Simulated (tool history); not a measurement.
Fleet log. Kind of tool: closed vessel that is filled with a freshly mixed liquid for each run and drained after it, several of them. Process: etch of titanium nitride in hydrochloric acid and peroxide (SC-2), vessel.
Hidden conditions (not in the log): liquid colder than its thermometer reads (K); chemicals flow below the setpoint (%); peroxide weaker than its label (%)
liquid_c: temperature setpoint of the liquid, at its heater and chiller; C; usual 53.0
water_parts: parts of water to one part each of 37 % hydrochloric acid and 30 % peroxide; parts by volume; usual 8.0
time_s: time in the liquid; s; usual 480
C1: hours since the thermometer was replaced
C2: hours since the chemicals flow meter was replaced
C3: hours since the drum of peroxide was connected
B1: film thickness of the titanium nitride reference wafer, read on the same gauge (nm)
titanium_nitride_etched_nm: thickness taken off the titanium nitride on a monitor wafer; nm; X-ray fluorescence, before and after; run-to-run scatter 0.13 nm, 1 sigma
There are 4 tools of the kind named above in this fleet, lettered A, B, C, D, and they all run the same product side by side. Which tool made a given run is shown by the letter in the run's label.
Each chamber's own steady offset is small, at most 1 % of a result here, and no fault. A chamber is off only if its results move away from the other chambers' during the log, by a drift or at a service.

run 1C day=0.562 | liquid_c=53.0 water_parts=8.0 time_s=480 | C1=584.1 C2=304.1 C3=119.0 | B1=40.020 | titanium_nitride_etched_nm=17.5190
run 2B day=0.938 | liquid_c=53.0 water_parts=8.0 time_s=480 | C1=537.4 C2=27.5 C3=249.7 | B1=39.960 | titanium_nitride_etched_nm=17.5500
run 3A day=1.204 | liquid_c=53.0 water_parts=8.0 time_s=480 | C1=289.0 C2=888.1 C3=404.1 | B1=40.010 | titanium_nitride_etched_nm=17.3260
run 4D day=1.612 | liquid_c=53.0 water_parts=8.0 time_s=480 | C1=646.0 C2=570.1 C3=738.2 | B1=39.982 | titanium_nitride_etched_nm=17.6910
run 5C day=2.104 | liquid_c=53.0 water_parts=11.5 time_s=700 | C1=621.1 C2=341.1 C3=156.0 | B1=39.957 | titanium_nitride_etched_nm=19.0100
run 6A day=2.521 | liquid_c=53.0 water_parts=11.5 time_s=700 | C1=320.6 C2=919.7 C3=435.7 | B1=39.962 | titanium_nitride_etched_nm=18.4510
run 7D day=2.821 | liquid_c=53.0 water_parts=11.5 time_s=700 | C1=675.0 C2=599.1 C3=767.2 | B1=39.989 | titanium_nitride_etched_nm=18.7670
run 8B day=3.379 | liquid_c=53.0 water_parts=11.5 time_s=700 | C1=596.0 C2=86.1 C3=308.3 | B1=39.951 | titanium_nitride_etched_nm=18.8580
run 9C day=3.717 | liquid_c=53.0 water_parts=8.0 time_s=480 | C1=659.8 C2=379.8 C3=194.7 | B1=40.015 | titanium_nitride_etched_nm=17.6060
-- day=4.096 chamber C: thermometer replaced
run 10A day=4.188 | liquid_c=53.0 water_parts=8.0 time_s=480 | C1=360.6 C2=959.7 C3=475.7 | B1=39.983 | titanium_nitride_etched_nm=17.5110
run 11B day=4.779 | liquid_c=53.0 water_parts=8.0 time_s=480 | C1=629.6 C2=119.7 C3=341.9 | B1=39.970 | titanium_nitride_etched_nm=17.4510
run 12D day=5.133 | liquid_c=46.5 water_parts=8.0 time_s=480 | C1=730.5 C2=654.6 C3=822.7 | B1=40.036 | titanium_nitride_etched_nm=11.3350
run 13B day=5.579 | liquid_c=46.5 water_parts=8.0 time_s=480 | C1=648.8 C2=138.9 C3=361.1 | B1=39.986 | titanium_nitride_etched_nm=11.4410
run 14C day=5.912 | liquid_c=46.5 water_parts=8.0 time_s=480 | C1=43.7 C2=432.5 C3=247.4 | B1=39.984 | titanium_nitride_etched_nm=11.3420
run 15A day=6.229 | liquid_c=46.5 water_parts=8.0 time_s=480 | C1=409.6 C2=1008.7 C3=524.7 | B1=40.006 | titanium_nitride_etched_nm=11.0410
run 16D day=6.529 | liquid_c=53.0 water_parts=8.0 time_s=480 | C1=764.0 C2=688.1 C3=856.2 | B1=39.988 | titanium_nitride_etched_nm=17.4920
run 17D day=7.012 | liquid_c=53.0 water_parts=8.0 time_s=480 | C1=775.6 C2=699.7 C3=867.8 | B1=39.989 | titanium_nitride_etched_nm=17.2680
run 18A day=7.321 | liquid_c=53.0 water_parts=8.0 time_s=480 | C1=435.8 C2=1034.9 C3=550.9 | B1=40.037 | titanium_nitride_etched_nm=17.2880
run 19C day=7.879 | liquid_c=44.0 water_parts=8.0 time_s=655 | C1=90.9 C2=479.7 C3=294.6 | B1=40.006 | titanium_nitride_etched_nm=13.0980
run 20B day=8.208 | liquid_c=44.0 water_parts=8.0 time_s=655 | C1=711.9 C2=202.0 C3=424.2 | B1=40.023 | titanium_nitride_etched_nm=12.9790
run 21C day=8.721 | liquid_c=44.0 water_parts=8.0 time_s=655 | C1=111.1 C2=499.9 C3=314.8 | B1=40.040 | titanium_nitride_etched_nm=13.1520
run 22B day=9.017 | liquid_c=44.0 water_parts=8.0 time_s=655 | C1=731.3 C2=221.4 C3=443.6 | B1=40.013 | titanium_nitride_etched_nm=13.1410
run 23D day=9.300 | liquid_c=53.0 water_parts=8.0 time_s=480 | C1=830.5 C2=754.6 C3=922.7 | B1=40.009 | titanium_nitride_etched_nm=17.3800
run 24A day=9.875 | liquid_c=53.0 water_parts=8.0 time_s=480 | C1=497.1 C2=1096.2 C3=612.2 | B1=40.056 | titanium_nitride_etched_nm=17.5850
run 25B day=10.454 | liquid_c=53.0 water_parts=8.0 time_s=480 | C1=765.8 C2=255.9 C3=478.1 | B1=40.018 | titanium_nitride_etched_nm=17.5730
run 26C day=10.946 | liquid_c=53.0 water_parts=8.0 time_s=480 | C1=164.5 C2=553.3 C3=368.2 | B1=40.008 | titanium_nitride_etched_nm=17.5840
run 27A day=11.321 | liquid_c=53.0 water_parts=8.0 time_s=480 | C1=531.8 C2=1130.9 C3=646.9 | B1=39.984 | titanium_nitride_etched_nm=17.3020
run 28D day=11.675 | liquid_c=48.5 water_parts=8.0 time_s=255 | C1=887.5 C2=811.6 C3=979.7 | B1=39.993 | titanium_nitride_etched_nm=6.6626
run 29D day=12.192 | liquid_c=48.5 water_parts=8.0 time_s=255 | C1=899.9 C2=824.0 C3=992.1 | B1=40.004 | titanium_nitride_etched_nm=6.6385
run 30B day=12.729 | liquid_c=48.5 water_parts=8.0 time_s=255 | C1=820.4 C2=310.5 C3=532.7 | B1=40.034 | titanium_nitride_etched_nm=6.9168
run 31A day=13.167 | liquid_c=48.5 water_parts=8.0 time_s=255 | C1=576.1 C2=1175.2 C3=691.2 | B1=39.974 | titanium_nitride_etched_nm=6.7591
run 32C day=13.500 | liquid_c=53.0 water_parts=6.0 time_s=480 | C1=225.8 C2=614.6 C3=429.5 | B1=40.000 | titanium_nitride_etched_nm=21.8320
run 33A day=14.050 | liquid_c=53.0 water_parts=6.0 time_s=480 | C1=597.3 C2=1196.4 C3=712.4 | B1=40.001 | titanium_nitride_etched_nm=21.6880
run 34C day=14.667 | liquid_c=53.0 water_parts=6.0 time_s=480 | C1=253.8 C2=642.6 C3=457.5 | B1=39.961 | titanium_nitride_etched_nm=22.0810
run 35D day=15.029 | liquid_c=53.0 water_parts=6.0 time_s=480 | C1=968.0 C2=892.1 C3=1060.2 | B1=40.010 | titanium_nitride_etched_nm=20.7500
run 36B day=15.496 | liquid_c=53.0 water_parts=8.0 time_s=480 | C1=886.8 C2=376.9 C3=599.1 | B1=40.059 | titanium_nitride_etched_nm=17.4340
run 37B day=15.883 | liquid_c=53.0 water_parts=8.0 time_s=480 | C1=896.1 C2=386.2 C3=608.4 | B1=40.031 | titanium_nitride_etched_nm=17.4980
run 38A day=16.283 | liquid_c=53.0 water_parts=6.0 time_s=480 | C1=650.9 C2=1250.0 C3=766.0 | B1=40.008 | titanium_nitride_etched_nm=21.7350

Next, every chamber runs the same settings. What will each give?
run 39A day=16.729 | liquid_c=56.0 water_parts=8.0 time_s=480 | titanium_nitride_etched_nm=?
run 39B day=16.729 | liquid_c=56.0 water_parts=8.0 time_s=480 | titanium_nitride_etched_nm=?
run 39C day=16.729 | liquid_c=56.0 water_parts=8.0 time_s=480 | titanium_nitride_etched_nm=?
run 39D day=16.729 | liquid_c=56.0 water_parts=8.0 time_s=480 | titanium_nitride_etched_nm=?

run=39A titanium_nitride_etched_nm=21.2730
run=39B titanium_nitride_etched_nm=21.3760
run=39C titanium_nitride_etched_nm=21.3530
run=39D titanium_nitride_etched_nm=20.1430
